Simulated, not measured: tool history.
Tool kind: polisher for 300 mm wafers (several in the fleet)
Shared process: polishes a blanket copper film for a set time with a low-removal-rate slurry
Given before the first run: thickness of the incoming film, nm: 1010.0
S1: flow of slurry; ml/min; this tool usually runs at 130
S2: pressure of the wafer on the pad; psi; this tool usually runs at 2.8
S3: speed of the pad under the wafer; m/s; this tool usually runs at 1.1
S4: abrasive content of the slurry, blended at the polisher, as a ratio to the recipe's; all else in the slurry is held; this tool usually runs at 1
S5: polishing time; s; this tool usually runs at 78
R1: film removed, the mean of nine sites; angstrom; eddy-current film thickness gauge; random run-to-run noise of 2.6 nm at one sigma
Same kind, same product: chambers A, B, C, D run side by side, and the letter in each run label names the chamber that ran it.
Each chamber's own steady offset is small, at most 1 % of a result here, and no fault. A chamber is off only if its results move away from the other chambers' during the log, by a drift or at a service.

{"run": "1A", "hour": 7.3, "S1": 130, "S2": 2.8, "S3": 1.1, "S4": 1, "S5": 78, "R1": 2236.6}
{"run": "2D", "hour": 11.3, "S1": 130, "S2": 2.8, "S3": 1.1, "S4": 1, "S5": 78, "R1": 2225.8}
{"run": "3C", "hour": 18.5, "S1": 130, "S2": 2.8, "S3": 1.1, "S4": 1, "S5": 78, "R1": 2226.4}
{"hour": 21.4, "done": "chamber A: slurry blender recalibrated"}
{"hour": 21.8, "done": "chamber A: worn pad replaced by a new one"}
{"run": "4B", "hour": 23.4, "S1": 130, "S2": 2.8, "S3": 1.1, "S4": 1, "S5": 78, "R1": 2219.3}
{"run": "5B", "hour": 29.0, "S1": 130, "S2": 2.8, "S3": 0.74, "S4": 1, "S5": 78, "R1": 1481.6}
{"run": "6C", "hour": 37.0, "S1": 130, "S2": 2.8, "S3": 0.74, "S4": 1, "S5": 78, "R1": 1496.9}
{"run": "7D", "hour": 42.2, "S1": 130, "S2": 2.8, "S3": 0.74, "S4": 1, "S5": 78, "R1": 1526.5}
{"run": "8A", "hour": 49.0, "S1": 130, "S2": 2.8, "S3": 0.74, "S4": 1, "S5": 78, "R1": 1492.8}
{"run": "9C", "hour": 54.3, "S1": 130, "S2": 2.8, "S3": 1.1, "S4": 1, "S5": 78, "R1": 2192.6}
{"run": "10B", "hour": 60.9, "S1": 130, "S2": 2.8, "S3": 0.84, "S4": 1, "S5": 78, "R1": 1721.6}
{"run": "11A", "hour": 66.9, "S1": 130, "S2": 2.8, "S3": 0.84, "S4": 1, "S5": 78, "R1": 1697.4}
{"hour": 71.5, "done": "chamber D: worn pad replaced by a new one"}
{"run": "12D", "hour": 72.7, "S1": 130, "S2": 2.8, "S3": 0.84, "S4": 1, "S5": 78, "R1": 1701.9}
{"hour": 75.0, "done": "chamber B: slurry blender recalibrated"}
{"hour": 78.5, "done": "chamber B: worn pad replaced by a new one"}
{"hour": 79.5, "done": "chamber A: worn pad replaced by a new one"}
{"run": "13A", "hour": 80.8, "S1": 130, "S2": 2.8, "S3": 0.84, "S4": 1, "S5": 78, "R1": 1683.8}
{"run": "14B", "hour": 87.6, "S1": 130, "S2": 2.8, "S3": 1.1, "S4": 1, "S5": 78, "R1": 2191.9}
{"run": "15D", "hour": 94.4, "S1": 130, "S2": 2.8, "S3": 1.1, "S4": 1, "S5": 78, "R1": 2195.5}
{"run": "16C", "hour": 101.2, "S1": 130, "S2": 2.8, "S3": 1.1, "S4": 1, "S5": 78, "R1": 2130.1}
{"run": "17C", "hour": 105.7, "S1": 165, "S2": 2.8, "S3": 1.1, "S4": 1, "S5": 78, "R1": 2200.2}
{"run": "18D", "hour": 111.4, "S1": 165, "S2": 2.8, "S3": 1.1, "S4": 1, "S5": 78, "R1": 2286.5}
{"run": "19A", "hour": 119.5, "S1": 165, "S2": 2.8, "S3": 1.1, "S4": 1, "S5": 78, "R1": 2304.3}
{"run": "20B", "hour": 125.4, "S1": 165, "S2": 2.8, "S3": 1.1, "S4": 1, "S5": 78, "R1": 2319.7}
{"run": "21A", "hour": 129.0, "S1": 130, "S2": 2.8, "S3": 1.1, "S4": 1, "S5": 78, "R1": 2201.9}
{"hour": 133.0, "done": "chamber A: worn pad replaced by a new one"}
{"run": "22D", "hour": 137.3, "S1": 130, "S2": 2.8, "S3": 1.1, "S4": 1, "S5": 78, "R1": 2172.6}
{"run": "23B", "hour": 141.5, "S1": 130, "S2": 2.8, "S3": 1.1, "S4": 1, "S5": 78, "R1": 2223.3}
{"run": "24C", "hour": 148.4, "S1": 130, "S2": 2.8, "S3": 1.1, "S4": 1, "S5": 78, "R1": 2086.9}
{"run": "25A", "hour": 154.0, "S1": 130, "S2": 2.8, "S3": 1.1, "S4": 1, "S5": 78, "R1": 2214.2}
{"hour": 154.5, "done": "chamber B: worn pad replaced by a new one"}
{"run": "26D", "hour": 159.0, "S1": 130, "S2": 2.8, "S3": 1.1, "S4": 1, "S5": 78, "R1": 2200.9}
{"run": "27B", "hour": 166.3, "S1": 130, "S2": 2.8, "S3": 1.1, "S4": 0.9, "S5": 92, "R1": 2505.2}
{"run": "28C", "hour": 173.2, "S1": 130, "S2": 2.8, "S3": 1.1, "S4": 0.9, "S5": 92, "R1": 2378.6}
{"run": "29C", "hour": 178.1, "S1": 130, "S2": 2.8, "S3": 1.1, "S4": 0.9, "S5": 92, "R1": 2283.9}
{"run": "30B", "hour": 183.1, "S1": 130, "S2": 2.8, "S3": 1.1, "S4": 0.9, "S5": 92, "R1": 2528.6}
{"hour": 183.7, "done": "chamber A: worn pad replaced by a new one"}
{"run": "31D", "hour": 190.7, "S1": 130, "S2": 2.8, "S3": 1.1, "S4": 1, "S5": 78, "R1": 2158.7}
{"hour": 194.0, "done": "chamber A: slurry blender recalibrated"}
{"run": "32A", "hour": 197.3, "S1": 130, "S2": 2.8, "S3": 1.1, "S4": 1, "S5": 78, "R1": 2156.3}
{"hour": 199.8, "done": "chamber D: worn pad replaced by a new one"}
{"run": "33C", "hour": 204.9, "S1": 130, "S2": 2.8, "S3": 1.1, "S4": 1, "S5": 78, "R1": 1974.5}
{"hour": 209.1, "done": "chamber D: slurry blender recalibrated"}
{"run": "34D", "hour": 213.2, "S1": 130, "S2": 2.8, "S3": 1.1, "S4": 1, "S5": 78, "R1": 2203.1}
{"run": "35A", "hour": 218.9, "S1": 130, "S2": 2.8, "S3": 1.1, "S4": 1, "S5": 78, "R1": 2255}
{"run": "36B", "hour": 225.8, "S1": 130, "S2": 2.8, "S3": 1.1, "S4": 1, "S5": 78, "R1": 2233.1}
{"run": "37C", "hour": 232.2, "S1": 130, "S2": 2.8, "S3": 1.1, "S4": 1, "S5": 78, "R1": 2027}
{"run": "38D", "hour": 237.6, "S1": 130, "S2": 2.8, "S3": 1.1, "S4": 1, "S5": 78, "R1": 2214.4}
{"hour": 244.1, "done": "chamber A: worn pad replaced by a new one"}
{"run": "39A", "hour": 244.3, "S1": 130, "S2": 2.8, "S3": 1.1, "S4": 1, "S5": 78, "R1": 2209.5}
{"hour": 245.4, "done": "chamber B: worn pad replaced by a new one"}
{"run": "40B", "hour": 249.1, "S1": 130, "S2": 2.8, "S3": 1.1, "S4": 1, "S5": 78, "R1": 2223.9}
{"run": "41D", "hour": 255.4, "S1": 130, "S2": 2.8, "S3": 1.1, "S4": 1, "S5": 59, "R1": 1654.3}

Which is it: a chamber that has drifted or been left off by a service, a gauge drift common to all chambers, or only each chamber's usual small offset? If a chamber is off, name it and its likeliest cause.

Little by little, chamber C moves away from the other chambers.
Cause: removal rate lost through wear of the pad, % = 12.2.
From this log alone, it may not be told apart from: slurry flow missing at the pad, %; head's pressure below its setpoint, %.

Below are 4 candidate recipes for chamber C's next run, each the usual settings with a change, their results shown as question marks. Which of them brings C's results back in line with what the other chambers give on the usual settings?
In line here means within this much of the mean the other chambers give on the usual settings: R1 91 angstrom
{"run": "42C-1", "hour": 261.4, "S1": 130, "S2": 2.9, "S3": 1.16, "S4": 1, "S5": 82, "R1": "?"}
{"run": "42C-2", "hour": 261.4, "S1": 135, "S2": 2.8, "S3": 1.1, "S4": 1, "S5": 99, "R1": "?"}
{"run": "42C-3", "hour": 261.4, "S1": 125, "S2": 2.2, "S3": 1.1, "S4": 1, "S5": 78, "R1": "?"}
{"run": "42C-4", "hour": 261.4, "S1": 130, "S2": 2.6, "S3": 1.04, "S4": 1, "S5": 78, "R1": "?"}

Mean of the other chambers on the usual settings: R1 2206.8 angstrom
run=42C-1 R1=2195.8
run=42C-2 R1=2446.5
run=42C-3 R1=1487
run=42C-4 R1=1679.8
42C-1 brings the chamber back in line.
